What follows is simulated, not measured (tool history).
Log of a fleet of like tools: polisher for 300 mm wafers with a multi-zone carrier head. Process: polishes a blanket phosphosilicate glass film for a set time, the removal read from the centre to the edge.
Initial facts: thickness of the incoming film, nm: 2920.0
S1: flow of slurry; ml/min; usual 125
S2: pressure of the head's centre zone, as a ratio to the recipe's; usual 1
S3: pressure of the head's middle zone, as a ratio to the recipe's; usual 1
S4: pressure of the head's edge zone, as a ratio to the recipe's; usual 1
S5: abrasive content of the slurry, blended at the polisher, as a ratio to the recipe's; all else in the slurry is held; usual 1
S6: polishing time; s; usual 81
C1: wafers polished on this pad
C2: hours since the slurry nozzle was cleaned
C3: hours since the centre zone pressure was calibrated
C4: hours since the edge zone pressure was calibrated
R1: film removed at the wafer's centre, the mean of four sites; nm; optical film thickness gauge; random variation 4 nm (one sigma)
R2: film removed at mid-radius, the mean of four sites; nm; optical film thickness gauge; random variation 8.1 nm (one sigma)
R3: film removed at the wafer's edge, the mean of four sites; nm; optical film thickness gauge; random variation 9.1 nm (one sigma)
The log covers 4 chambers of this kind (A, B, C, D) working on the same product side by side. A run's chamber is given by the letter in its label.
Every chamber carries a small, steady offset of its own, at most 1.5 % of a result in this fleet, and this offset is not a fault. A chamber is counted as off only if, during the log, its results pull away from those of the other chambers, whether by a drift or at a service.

run 1B hour=14.9 | S1=125 S2=1 S3=1 S4=1 S5=1 S6=81 | C1=482 C2=20.4 C3=543.4 C4=223.5 | R1=650.06 R2=670.68 R3=665.18
run 2C hour=27.7 | S1=125 S2=1 S3=1 S4=1 S5=1 S6=81 | C1=463 C2=302.6 C3=371.5 C4=640.6 | R1=655.44 R2=641.25 R3=658.58
run 3A hour=43.9 | S1=125 S2=1 S3=1 S4=1 S5=1 S6=81 | C1=1279 C2=737.2 C3=1139.2 C4=472.7 | R1=667.33 R2=658.46 R3=647.68
run 4D hour=56.2 | S1=125 S2=1 S3=1 S4=1 S5=1 S6=81 | C1=902 C2=493.9 C3=82.4 C4=731.4 | R1=654.8 R2=670.91 R3=648.54
-- hour=56.3 chamber A: worn pad replaced by a new one
-- hour=64.1 chamber C: worn pad replaced by a new one
-- hour=66.8 chamber D: worn pad replaced by a new one
run 5C hour=68.6 | S1=90 S2=1 S3=1 S4=1 S5=1 S6=81 | C1=62 C2=343.5 C3=412.4 C4=681.5 | R1=599.99 R2=620.21 R3=626.21
-- hour=73.8 chamber B: worn pad replaced by a new one
run 6D hour=80.8 | S1=90 S2=1 S3=1 S4=1 S5=1 S6=81 | C1=190 C2=518.5 C3=107 C4=756 | R1=591.1 R2=591.32 R3=601.55
run 7B hour=91.4 | S1=90 S2=1 S3=1 S4=1 S5=1 S6=81 | C1=238 C2=96.9 C3=619.9 C4=300 | R1=591.67 R2=615.86 R3=616.02
-- hour=94.4 chamber A: edge zone pressure recalibrated
run 8A hour=102.4 | S1=90 S2=1 S3=1 S4=1 S5=1 S6=81 | C1=625 C2=795.7 C3=1197.7 C4=8 | R1=602.07 R2=596.02 R3=616.48
run 9A hour=114.9 | S1=125 S2=1 S3=1 S4=1 S5=0.75 S6=81 | C1=794 C2=808.2 C3=1210.2 C4=20.5 | R1=582.17 R2=566.89 R3=594.05
run 10D hour=128.3 | S1=125 S2=1 S3=1 S4=1 S5=0.75 S6=81 | C1=834 C2=566 C3=154.5 C4=803.5 | R1=564.35 R2=565.54 R3=566.74
-- hour=131.8 chamber C: worn pad replaced by a new one
run 11C hour=141.4 | S1=125 S2=1 S3=1 S4=1 S5=0.75 S6=81 | C1=130 C2=416.3 C3=485.2 C4=754.3 | R1=573.6 R2=593 R3=584.84
-- hour=149.6 chamber D: worn pad replaced by a new one
run 12B hour=152 | S1=125 S2=1 S3=1 S4=1 S5=0.75 S6=81 | C1=1059 C2=157.5 C3=680.5 C4=360.6 | R1=567.72 R2=558.4 R3=571.53
-- hour=158.7 chamber D: slurry nozzle cleaned
-- hour=159.2 chamber B: centre zone pressure recalibrated
run 13C hour=167.1 | S1=125 S2=1 S3=1 S4=1 S5=1 S6=81 | C1=478 C2=442 C3=510.9 C4=780 | R1=653.05 R2=662.85 R3=675.84
-- hour=168.4 chamber A: worn pad replaced by a new one
run 14D hour=174.9 | S1=125 S2=1 S3=1 S4=1 S5=1 S6=81 | C1=343 C2=16.3 C3=201.1 C4=850.1 | R1=657.09 R2=644.21 R3=658.92
-- hour=188.6 chamber B: worn pad replaced by a new one
run 15A hour=190.2 | S1=125 S2=1 S3=1 S4=1 S5=1 S6=81 | C1=296 C2=883.5 C3=1285.5 C4=95.8 | R1=665.43 R2=670 R3=667.73
run 16B hour=201.5 | S1=125 S2=1 S3=1 S4=1 S5=1 S6=81 | C1=176 C2=207 C3=42.3 C4=410.1 | R1=616.89 R2=659.22 R3=675.67
-- hour=208.9 chamber C: worn pad replaced by a new one
run 17B hour=215.8 | S1=125 S2=1 S3=1 S4=1 S5=1 S6=81 | C1=369 C2=221.3 C3=56.6 C4=424.4 | R1=610.66 R2=667.9 R3=668.75
run 18C hour=223.4 | S1=125 S2=1 S3=1 S4=1 S5=1 S6=81 | C1=196 C2=498.3 C3=567.2 C4=836.3 | R1=659.51 R2=644.85 R3=676.89
-- hour=226 chamber D: worn pad replaced by a new one
run 19D hour=235.4 | S1=145 S2=0.93 S3=1 S4=1 S5=1 S6=81 | C1=128 C2=76.8 C3=261.6 C4=910.6 | R1=625.19 R2=685.2 R3=679.91
-- hour=239.7 chamber D: edge zone pressure recalibrated
run 20A hour=251.3 | S1=145 S2=0.93 S3=1 S4=1 S5=1 S6=81 | C1=1124 C2=944.6 C3=1346.6 C4=156.9 | R1=637.47 R2=679.56 R3=677.62
-- hour=260 chamber A: worn pad replaced by a new one
run 21C hour=262.9 | S1=145 S2=0.93 S3=1 S4=1 S5=1 S6=81 | C1=732 C2=537.8 C3=606.7 C4=875.8 | R1=627.62 R2=676.25 R3=677.41
-- hour=263.7 chamber A: slurry nozzle cleaned
run 22D hour=270.3 | S1=145 S2=0.93 S3=1 S4=1 S5=1 S6=81 | C1=601 C2=111.7 C3=296.5 C4=30.6 | R1=626.94 R2=670.39 R3=662.12
run 23A hour=284.9 | S1=125 S2=1 S3=1 S4=1 S5=1 S6=81 | C1=338 C2=21.3 C3=1380.2 C4=190.5 | R1=674.63 R2=658.28 R3=676.87
-- hour=292.1 chamber C: worn pad replaced by a new one
-- hour=294.9 chamber C: slurry nozzle cleaned
run 24B hour=300.8 | S1=125 S2=1 S3=1 S4=1.08 S5=1 S6=103 | C1=1521 C2=306.3 C3=141.6 C4=509.4 | R1=777.89 R2=851.48 R3=873.35
-- hour=302.7 chamber B: worn pad replaced by a new one
-- hour=307.8 chamber D: worn pad replaced by a new one
run 25A hour=308.4 | S1=125 S2=1 S3=1 S4=1.08 S5=1 S6=103 | C1=657 C2=44.8 C3=1403.7 C4=214 | R1=848.55 R2=846.46 R3=864.46
run 26C hour=318.6 | S1=125 S2=1 S3=1 S4=1.08 S5=1 S6=103 | C1=360 C2=23.8 C3=662.4 C4=931.5 | R1=839.14 R2=851.12 R3=885.72
run 27B hour=331.3 | S1=125 S2=1 S3=1 S4=1.08 S5=1 S6=103 | C1=388 C2=336.8 C3=172.1 C4=539.9 | R1=783.97 R2=836.88 R3=869.54
run 28D hour=340.2 | S1=125 S2=1 S3=1 S4=1 S5=1 S6=81 | C1=439 C2=181.6 C3=366.4 C4=100.5 | R1=656.12 R2=642.14 R3=658.2
run 29C hour=349.7 | S1=125 S2=1 S3=1 S4=1 S5=1 S6=81 | C1=781 C2=54.9 C3=693.5 C4=962.6 | R1=662.14 R2=675.55 R3=666.98
run 30D hour=364 | S1=125 S2=1 S3=1 S4=1 S5=1 S6=81 | C1=762 C2=205.4 C3=390.2 C4=124.3 | R1=651.05 R2=662.14 R3=670.25

Decide between three cases: one chamber stands off from its peers, the gauge reading all wafers drifts, or nothing is wrong past each chamber's small offset. Where a chamber is off, say which and what most likely put it there.

Chamber B has stood off from the others ever since a service on it.
Most likely cause: centre zone's pressure below its setpoint, % = 5.81.

Chamber B could run next with any of the 4 candidate recipes listed below; each alters the usual settings, and their results appear as question marks. Which one brings its results back in line with what the other chambers deliver on the usual settings?
In line here means within this much of the mean the other chambers give on the usual settings: R1 14 nm; R2 28 nm; R3 32 nm
run 31B-1 hour=375.7 | S1=135 S2=1.13 S3=0.96 S4=0.96 S5=1 S6=81 | R1=? R2=? R3=?
run 31B-2 hour=375.7 | S1=120 S2=0.94 S3=1.02 S4=1.02 S5=1 S6=81 | R1=? R2=? R3=?
run 31B-3 hour=375.7 | S1=130 S2=1.06 S3=0.98 S4=0.98 S5=1 S6=81 | R1=? R2=? R3=?
run 31B-4 hour=375.7 | S1=115 S2=0.88 S3=1.04 S4=1.03 S5=1 S6=81 | R1=? R2=? R3=?

The mean the other chambers reach with the usual settings: R1 660.06 nm; R2 658.85 nm; R3 662 nm
run=31B-1 R1=714.75 R2=649.69 R3=654.2
run=31B-2 R1=567.23 R2=670.04 R3=662.03
run=31B-3 R1=660.64 R2=657.08 R3=657.16
run=31B-4 R1=521.15 R2=675.52 R3=660.51
31B-3 puts the chamber back in line with the other chambers.
